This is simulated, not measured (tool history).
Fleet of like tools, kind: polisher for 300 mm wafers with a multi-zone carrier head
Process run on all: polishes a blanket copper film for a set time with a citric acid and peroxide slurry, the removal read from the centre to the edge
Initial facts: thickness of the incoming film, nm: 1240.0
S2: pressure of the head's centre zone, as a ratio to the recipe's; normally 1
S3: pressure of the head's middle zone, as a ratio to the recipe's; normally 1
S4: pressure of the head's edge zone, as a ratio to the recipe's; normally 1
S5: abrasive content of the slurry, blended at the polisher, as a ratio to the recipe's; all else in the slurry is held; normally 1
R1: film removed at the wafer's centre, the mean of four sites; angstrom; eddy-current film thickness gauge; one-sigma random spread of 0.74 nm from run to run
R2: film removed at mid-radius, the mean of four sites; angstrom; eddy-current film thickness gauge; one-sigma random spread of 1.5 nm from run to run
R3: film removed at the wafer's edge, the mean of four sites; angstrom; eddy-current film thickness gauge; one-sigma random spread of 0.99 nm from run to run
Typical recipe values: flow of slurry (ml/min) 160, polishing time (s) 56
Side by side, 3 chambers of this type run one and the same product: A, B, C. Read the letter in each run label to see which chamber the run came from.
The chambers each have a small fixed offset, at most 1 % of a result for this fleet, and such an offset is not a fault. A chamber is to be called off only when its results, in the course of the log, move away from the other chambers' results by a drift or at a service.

{"run": "1B", "hour": 6.3, "flow of slurry (ml/min)": 160, "S2": 1, "S3": 1, "S4": 1, "S5": 1, "polishing time (s)": 56, "R1": 1066.8, "R2": 1040.3, "R3": 1060.7}
{"hour": 12.6, "done": "chamber B: worn pad replaced by a new one"}
{"run": "2C", "hour": 18.5, "flow of slurry (ml/min)": 160, "S2": 1, "S3": 1, "S4": 1, "S5": 1, "polishing time (s)": 56, "R1": 1066.6, "R2": 1076.3, "R3": 1052.8}
{"hour": 24.9, "done": "chamber B: edge zone pressure recalibrated"}
{"run": "3A", "hour": 29.0, "flow of slurry (ml/min)": 160, "S2": 1, "S3": 1, "S4": 1, "S5": 1, "polishing time (s)": 56, "R1": 1063.5, "R2": 1067.6, "R3": 1055}
{"hour": 34.3, "done": "chamber B: centre zone pressure recalibrated"}
{"run": "4B", "hour": 39.3, "flow of slurry (ml/min)": 160, "S2": 1, "S3": 1, "S4": 1, "S5": 1, "polishing time (s)": 56, "R1": 1068.8, "R2": 1030.9, "R3": 1064}
{"hour": 47.3, "done": "chamber A: centre zone pressure recalibrated"}
{"run": "5A", "hour": 49.4, "flow of slurry (ml/min)": 160, "S2": 1, "S3": 1, "S4": 1, "S5": 1, "polishing time (s)": 56, "R1": 1056.8, "R2": 1091.3, "R3": 1071.7}
{"hour": 53.2, "done": "chamber C: edge zone pressure recalibrated"}
{"run": "6C", "hour": 60.5, "flow of slurry (ml/min)": 160, "S2": 1, "S3": 1, "S4": 1, "S5": 1, "polishing time (s)": 56, "R1": 1059.9, "R2": 1071.6, "R3": 1076.8}
{"run": "7A", "hour": 72.2, "flow of slurry (ml/min)": 160, "S2": 1, "S3": 1, "S4": 1, "S5": 1, "polishing time (s)": 56, "R1": 1062.6, "R2": 1072.3, "R3": 1063.1}
{"run": "8B", "hour": 78.8, "flow of slurry (ml/min)": 160, "S2": 1, "S3": 1, "S4": 1, "S5": 1, "polishing time (s)": 56, "R1": 1059.5, "R2": 1029.8, "R3": 1067.1}
{"run": "9C", "hour": 93.2, "flow of slurry (ml/min)": 160, "S2": 1, "S3": 1, "S4": 1, "S5": 1, "polishing time (s)": 68, "R1": 1260.3, "R2": 1294.8, "R3": 1277.9}
{"run": "10C", "hour": 104.6, "flow of slurry (ml/min)": 160, "S2": 1, "S3": 1, "S4": 1, "S5": 1, "polishing time (s)": 68, "R1": 1285.3, "R2": 1329.1, "R3": 1299.1}
{"hour": 111.0, "done": "chamber C: slurry nozzle cleaned"}
{"run": "11B", "hour": 112.3, "flow of slurry (ml/min)": 160, "S2": 1, "S3": 1, "S4": 1, "S5": 1, "polishing time (s)": 68, "R1": 1284.4, "R2": 1293.2, "R3": 1308.8}
{"run": "12A", "hour": 125.8, "flow of slurry (ml/min)": 140, "S2": 1, "S3": 1, "S4": 1, "S5": 1, "polishing time (s)": 56, "R1": 1036.4, "R2": 1049.9, "R3": 1059.8}
{"hour": 132.8, "done": "chamber C: worn pad replaced by a new one"}
{"run": "13B", "hour": 135.5, "flow of slurry (ml/min)": 140, "S2": 1, "S3": 1, "S4": 1, "S5": 1, "polishing time (s)": 56, "R1": 1038.1, "R2": 1024.7, "R3": 1043.1}
{"run": "14C", "hour": 146.7, "flow of slurry (ml/min)": 140, "S2": 1, "S3": 1, "S4": 1, "S5": 1, "polishing time (s)": 56, "R1": 997.32, "R2": 1062, "R3": 1051.1}
{"run": "15A", "hour": 159.6, "flow of slurry (ml/min)": 160, "S2": 1, "S3": 1, "S4": 1, "S5": 1, "polishing time (s)": 56, "R1": 1053.1, "R2": 1030.3, "R3": 1058.6}
{"run": "16C", "hour": 170.1, "flow of slurry (ml/min)": 160, "S2": 1, "S3": 1, "S4": 1, "S5": 1, "polishing time (s)": 56, "R1": 1007.9, "R2": 1069.9, "R3": 1073.6}
{"run": "17B", "hour": 177.5, "flow of slurry (ml/min)": 160, "S2": 1, "S3": 1, "S4": 1, "S5": 1, "polishing time (s)": 56, "R1": 1066.2, "R2": 1037.6, "R3": 1070.8}
{"hour": 179.9, "done": "chamber B: worn pad replaced by a new one"}
{"run": "18A", "hour": 187.0, "flow of slurry (ml/min)": 160, "S2": 1, "S3": 1, "S4": 1, "S5": 1, "polishing time (s)": 56, "R1": 1051.9, "R2": 1075.8, "R3": 1068.7}
{"hour": 192.3, "done": "chamber A: worn pad replaced by a new one"}
{"run": "19C", "hour": 195.0, "flow of slurry (ml/min)": 160, "S2": 1, "S3": 1, "S4": 1, "S5": 1, "polishing time (s)": 56, "R1": 1009, "R2": 1050.2, "R3": 1063.3}
{"run": "20B", "hour": 208.9, "flow of slurry (ml/min)": 160, "S2": 0.96, "S3": 1, "S4": 1.05, "S5": 1, "polishing time (s)": 56, "R1": 1011, "R2": 1020.3, "R3": 1097.5}
{"run": "21A", "hour": 217.8, "flow of slurry (ml/min)": 160, "S2": 0.96, "S3": 1, "S4": 1.05, "S5": 1, "polishing time (s)": 56, "R1": 1021.4, "R2": 1088.8, "R3": 1095.4}
{"run": "22C", "hour": 229.2, "flow of slurry (ml/min)": 160, "S2": 0.96, "S3": 1, "S4": 1.05, "S5": 1, "polishing time (s)": 56, "R1": 952.03, "R2": 1053, "R3": 1099.3}
{"run": "23A", "hour": 236.1, "flow of slurry (ml/min)": 160, "S2": 1, "S3": 1, "S4": 1, "S5": 1, "polishing time (s)": 56, "R1": 1054, "R2": 1079.2, "R3": 1062}
{"run": "24B", "hour": 243.1, "flow of slurry (ml/min)": 160, "S2": 1, "S3": 1, "S4": 1, "S5": 1, "polishing time (s)": 56, "R1": 1056.5, "R2": 1056.1, "R3": 1073.7}
{"run": "25B", "hour": 253.7, "flow of slurry (ml/min)": 160, "S2": 1, "S3": 1, "S4": 1, "S5": 1, "polishing time (s)": 56, "R1": 1059.7, "R2": 1044.4, "R3": 1060.1}

For the next run the whole fleet of 3 chambers uses the same settings. Give each chamber's results:
{"run": "26A", "hour": 264.0, "flow of slurry (ml/min)": 190, "S2": 1, "S3": 1, "S4": 1, "S5": 1, "polishing time (s)": 56, "R1": "?", "R2": "?", "R3": "?"}
{"run": "26B", "hour": 264.0, "flow of slurry (ml/min)": 190, "S2": 1, "S3": 1, "S4": 1, "S5": 1, "polishing time (s)": 56, "R1": "?", "R2": "?", "R3": "?"}
{"run": "26C", "hour": 264.0, "flow of slurry (ml/min)": 190, "S2": 1, "S3": 1, "S4": 1, "S5": 1, "polishing time (s)": 56, "R1": "?", "R2": "?", "R3": "?"}

run=26A R1=1088.4 R2=1093.1 R3=1100.5
run=26B R1=1088.9 R2=1090.8 R3=1089
run=26C R1=1031.7 R2=1089.9 R3=1090.3
